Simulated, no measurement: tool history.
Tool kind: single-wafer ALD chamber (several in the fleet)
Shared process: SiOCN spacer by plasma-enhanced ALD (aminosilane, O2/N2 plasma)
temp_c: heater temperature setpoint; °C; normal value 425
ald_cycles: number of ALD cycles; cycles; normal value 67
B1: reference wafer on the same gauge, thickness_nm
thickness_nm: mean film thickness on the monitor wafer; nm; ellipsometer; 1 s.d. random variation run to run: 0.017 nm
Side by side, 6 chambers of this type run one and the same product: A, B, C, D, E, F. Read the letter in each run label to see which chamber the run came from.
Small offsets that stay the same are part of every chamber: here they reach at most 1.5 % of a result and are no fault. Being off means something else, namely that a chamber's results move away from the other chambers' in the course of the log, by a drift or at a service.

Run 1F, hour 6.6: usual settings; B1 3.2296. Result: thickness_nm 3.7149 nm.
Run 2D, hour 12.5: usual settings; B1 3.2279. Result: thickness_nm 3.7271 nm.
Run 3B, hour 18.7: usual settings; B1 3.2308. Result: thickness_nm 3.7041 nm.
Run 4A, hour 24.0: usual settings; B1 3.2283. Result: thickness_nm 3.7193 nm.
Run 5E, hour 35.1: usual settings; B1 3.2292. Result: thickness_nm 3.7419 nm.
Run 6C, hour 42.4: usual settings but ald_cycles 76 cycles; B1 3.2300. Result: thickness_nm 4.2635 nm.
Run 7B, hour 48.5: usual settings but ald_cycles 76 cycles; B1 3.2298. Result: thickness_nm 4.1889 nm.
Run 8C, hour 57.8: usual settings but ald_cycles 76 cycles; B1 3.2291. Result: thickness_nm 4.2878 nm.
Run 9F, hour 63.8: usual settings but ald_cycles 76 cycles; B1 3.2283. Result: thickness_nm 4.1771 nm.
At hour 66.9: chamber B: thermocouple changed; heater temperature recalibrated.
Run 10D, hour 70.6: usual settings but ald_cycles 76 cycles; B1 3.2311. Result: thickness_nm 4.2301 nm.
Run 11A, hour 78.2: usual settings but ald_cycles 76 cycles; B1 3.2299. Result: thickness_nm 4.2323 nm.
Run 12E, hour 89.5: usual settings but temp_c 412 °C, ald_cycles 73 cycles; B1 3.2277. Result: thickness_nm 4.2557 nm.
Run 13F, hour 97.0: usual settings but temp_c 412 °C, ald_cycles 73 cycles; B1 3.2290. Result: thickness_nm 4.2076 nm.
Run 14D, hour 107.7: usual settings but temp_c 412 °C, ald_cycles 73 cycles; B1 3.2325. Result: thickness_nm 4.2450 nm.
Run 15E, hour 115.6: usual settings but temp_c 412 °C, ald_cycles 73 cycles; B1 3.2310. Result: thickness_nm 4.2883 nm.
Run 16A, hour 126.3: usual settings but temp_c 412 °C, ald_cycles 73 cycles; B1 3.2273. Result: thickness_nm 4.2566 nm.
Run 17C, hour 131.5: usual settings but temp_c 412 °C, ald_cycles 73 cycles; B1 3.2301. Result: thickness_nm 4.3117 nm.
Run 18B, hour 140.6: usual settings; B1 3.2330. Result: thickness_nm 3.7385 nm.
Run 19C, hour 150.0: usual settings; B1 3.2297. Result: thickness_nm 3.7785 nm.
Run 20F, hour 159.5: usual settings but temp_c 412 °C; B1 3.2328. Result: thickness_nm 3.8873 nm.
Run 21E, hour 165.9: usual settings but temp_c 412 °C; B1 3.2269. Result: thickness_nm 3.8979 nm.
Run 22A, hour 171.8: usual settings but temp_c 412 °C; B1 3.2320. Result: thickness_nm 3.8882 nm.
Run 23B, hour 182.6: usual settings but temp_c 412 °C; B1 3.2262. Result: thickness_nm 3.8796 nm.
Run 24D, hour 189.7: usual settings but temp_c 412 °C; B1 3.2285. Result: thickness_nm 3.8881 nm.
Run 25B, hour 201.5: usual settings but temp_c 412 °C; B1 3.2337. Result: thickness_nm 3.8726 nm.
Run 26A, hour 208.0: usual settings; B1 3.2336. Result: thickness_nm 3.7398 nm.
Run 27F, hour 215.2: usual settings; B1 3.2300. Result: thickness_nm 3.7289 nm.
Run 28C, hour 220.7: usual settings; B1 3.2297. Result: thickness_nm 3.7894 nm.
Run 29E, hour 230.1: usual settings; B1 3.2289. Result: thickness_nm 3.7323 nm.
Run 30D, hour 236.8: usual settings; B1 3.2285. Result: thickness_nm 3.7383 nm.
Run 31F, hour 247.0: usual settings; B1 3.2302. Result: thickness_nm 3.7124 nm.
Run 32A, hour 257.9: usual settings; B1 3.2328. Result: thickness_nm 3.7184 nm.
Run 33E, hour 265.4: usual settings; B1 3.2293. Result: thickness_nm 3.7431 nm.
Run 34D, hour 276.1: usual settings; B1 3.2331. Result: thickness_nm 3.7440 nm.
Run 35C, hour 284.3: usual settings; B1 3.2322. Result: thickness_nm 3.8028 nm.
Run 36B, hour 290.8: usual settings; B1 3.2313. Result: thickness_nm 3.7335 nm.
Run 37C, hour 296.0: usual settings but temp_c 433 °C, ald_cycles 72 cycles; B1 3.2266. Result: thickness_nm 3.9649 nm.
Run 38B, hour 305.7: usual settings but temp_c 433 °C, ald_cycles 72 cycles; B1 3.2289. Result: thickness_nm 3.9068 nm.
Run 39D, hour 313.7: usual settings but temp_c 433 °C, ald_cycles 72 cycles; B1 3.2277. Result: thickness_nm 3.9126 nm.
Run 40E, hour 321.4: usual settings but temp_c 433 °C, ald_cycles 72 cycles; B1 3.2284. Result: thickness_nm 3.9269 nm.
Run 41F, hour 330.2: usual settings but temp_c 433 °C, ald_cycles 72 cycles; B1 3.2290. Result: thickness_nm 3.8794 nm.
Run 42A, hour 337.6: usual settings but temp_c 433 °C, ald_cycles 72 cycles; B1 3.2274. Result: thickness_nm 3.9234 nm.

Is one chamber off against the others, does the gauge drift, or is nothing wrong? If a chamber is off, say which, and what the likeliest cause is.

All chambers stay in line apart from their small fixed offsets, and the gauge does not drift.
